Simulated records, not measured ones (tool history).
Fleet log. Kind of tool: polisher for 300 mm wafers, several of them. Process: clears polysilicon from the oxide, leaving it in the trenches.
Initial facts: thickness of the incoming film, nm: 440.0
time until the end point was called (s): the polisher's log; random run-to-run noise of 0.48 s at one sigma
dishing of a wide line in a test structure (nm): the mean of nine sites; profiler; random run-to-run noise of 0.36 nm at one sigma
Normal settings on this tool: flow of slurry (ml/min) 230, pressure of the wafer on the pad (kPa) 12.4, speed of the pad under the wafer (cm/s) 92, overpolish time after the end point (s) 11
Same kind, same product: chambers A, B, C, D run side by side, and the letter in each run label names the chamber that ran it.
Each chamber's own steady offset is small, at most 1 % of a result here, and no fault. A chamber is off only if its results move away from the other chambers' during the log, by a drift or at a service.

run   hour  flow of slurry (ml/min)  pressure of the wafer on the pad (kPa)  speed of the pad under the wafer (cm/s)  overpolish time after the end point (s)  wafers polished on this pad  hours since the slurry nozzle was cleaned  hours since the head pressure was calibrated  time until the end point was called (s)  dishing of a wide line in a test structure (nm)
       6.7  -- chamber B: worn pad replaced by a new one
 1D    6.7                      230                                    12.4                                       92                                       11                          266                                      650.1                                            73                                   59.814                                           34.096
      12.1  -- chamber C: worn pad replaced by a new one
 2C     13                      230                                    12.4                                       92                                       11                           12                                      697.1                                         835.8                                   60.217                                           34.035
      13.9  -- chamber A: worn pad replaced by a new one
 3B   22.6                      230                                    12.4                                       92                                       11                          207                                       84.9                                        1004.5                                   60.197                                           33.472
 4A   29.9                      230                                    12.4                                       92                                       11                          208                                        529                                         215.7                                   59.902                                           33.863
 5C     40                      230                                    12.4                                       92                                       11                          363                                      724.1                                         862.8                                   59.306                                           33.226
 6D   47.5                      230                                    12.4                                       92                                       11                          798                                      690.9                                         113.8                                   59.884                                           33.493
      56.6  -- chamber D: worn pad replaced by a new one
 7B   59.6                      230                                    12.4                                       92                                       11                          689                                      121.9                                        1041.5                                   61.005                                           34.039
 8A   67.1                      230                                    10.3                                      108                                       11                          693                                      566.2                                         252.9                                   61.418                                           33.084
      67.8  -- chamber B: worn pad replaced by a new one
 9A   79.2                      230                                    10.3                                      108                                       11                          850                                      578.3                                           265                                    61.85                                           33.648
10C   88.9                      230                                    10.3                                      108                                       11                         1000                                        773                                         911.7                                   61.531                                           32.653
11D   97.9                      230                                    10.3                                      108                                       11                          538                                      741.3                                         164.2                                   61.561                                           33.207
      98.1  -- chamber A: worn pad replaced by a new one
     102.7  -- chamber C: worn pad replaced by a new one
12B  105.4                      230                                    12.4                                       92                                       11                          490                                      167.7                                        1087.3                                   60.319                                           33.353
13D  111.9                      230                                    12.4                                       92                                       11                          721                                      755.3                                         178.2                                   60.359                                           33.705
     120.4  -- chamber D: slurry nozzle cleaned
14C  122.5                      230                                    12.4                                       92                                       11                          258                                      806.6                                         945.3                                   60.038                                           32.922
     122.8  -- chamber A: slurry nozzle cleaned
     124.2  -- chamber D: worn pad replaced by a new one
     126.5  -- chamber B: worn pad replaced by a new one
15A  131.3                      230                                    12.4                                       92                                       11                          432                                        8.6                                         317.1                                   59.906                                           33.259
     140.1  -- chamber C: slurry nozzle cleaned
16B  140.8                      230                                    12.4                                       92                                       11                          187                                      203.1                                        1122.7                                   60.637                                            33.98
17D  150.6                      230                                    12.4                                       92                                       11                          344                                       30.2                                         216.9                                   59.014                                           33.842
18B  156.7                      230                                    12.4                                       92                                       11                          394                                        219                                        1138.6                                   60.854                                           32.981
19C  167.8                      230                                    12.4                                       92                                       11                          848                                       27.8                                         990.6                                   59.991                                           33.539
     172.2  -- chamber A: worn pad replaced by a new one
20A    178                      170                                       9                                       92                                       11                           76                                       55.3                                         363.8                                   86.993                                           29.495
     189.1  -- chamber C: worn pad replaced by a new one
21C  189.2                      170                                       9                                       92                                       11                            1                                       49.2                                          1012                                   85.607                                           28.667
     189.9  -- chamber D: worn pad replaced by a new one
22A  197.5                      170                                       9                                       92                                       11                          330                                       74.8                                         383.3                                   87.435                                           29.355
     200.7  -- chamber B: head pressure recalibrated
     202.8  -- chamber B: worn pad replaced by a new one
23D  207.6                      170                                       9                                       92                                       11                          231                                       87.2                                         273.9                                   86.372                                           29.063
     208.6  -- chamber B: slurry nozzle cleaned
24B  218.2                      230                                    15.2                                       78                                       11                          201                                        9.7                                          17.6                                   58.264                                           33.871
25D  226.4                      230                                    15.2                                       78                                       11                          476                                        106                                         292.7                                   57.382                                           34.344
26A  237.2                      230                                    15.2                                       78                                       11                          847                                      114.5                                           423                                   58.462                                           33.708
     240.7  -- chamber A: worn pad replaced by a new one
27B  246.9                      230                                    15.2                                       78                                       11                          575                                       38.4                                          46.3                                   58.228                                           33.932
28C  258.1                      230                                    12.4                                       92                                       11                          898                                      118.1                                        1080.9                                     59.4                                           33.322
     260.5  -- chamber B: worn pad replaced by a new one
     261.7  -- chamber D: worn pad replaced by a new one
29B  268.1                      230                                    12.4                                      108                                       17                           99                                       59.6                                          67.5                                   50.793                                           37.223
30D  278.2                      230                                    12.4                                      108                                       17                          215                                      157.8                                         344.5                                   51.033                                           37.566
31A  285.4                      230                                    12.4                                      108                                       17                          582                                      162.7                                         471.2                                   50.977                                           36.447
     291.8  -- chamber C: worn pad replaced by a new one
32C  296.8                      230                                    12.4                                      108                                       17                           66                                      156.8                                        1119.6                                    51.06                                           37.572
33D  307.1                      230                                    12.4                                       92                                       11                          591                                      186.7                                         373.4                                    59.97                                           33.172
34C  313.1                      230                                    12.4                                       92                                       11                          278                                      173.1                                        1135.9                                   59.304                                           33.032
     316.8  -- chamber A: worn pad replaced by a new one
35B  318.5                      230                                    12.4                                       68                                       16                          755                                        110                                         117.9                                   80.472                                           34.969
36A  329.1                      230                                    12.4                                       68                                       16                          160                                      206.4                                         514.9                                   82.506                                           34.052
37A  334.5                      230                                    12.4                                       68                                       16                          230                                      211.8                                         520.3                                   81.473                                           34.649

For the next run the whole fleet of 4 chambers uses the same settings. Give each chamber's results:
38A  343.2                      230                                    12.4                                       92                                       11                                                                                                                                                              ?                                                ?
38B  343.2                      230                                    12.4                                       92                                       11                                                                                                                                                              ?                                                ?
38C  343.2                      230                                    12.4                                       92                                       11                                                                                                                                                              ?                                                ?
38D  343.2                      230                                    12.4                                       92                                       11                                                                                                                                                              ?                                                ?

run  time until the end point was called (s)  dishing of a wide line in a test structure (nm)
38A                                   61.761                                           33.616
38B                                     60.1                                           33.303
38C                                   59.272                                           33.379
38D                                   61.228                                           33.076
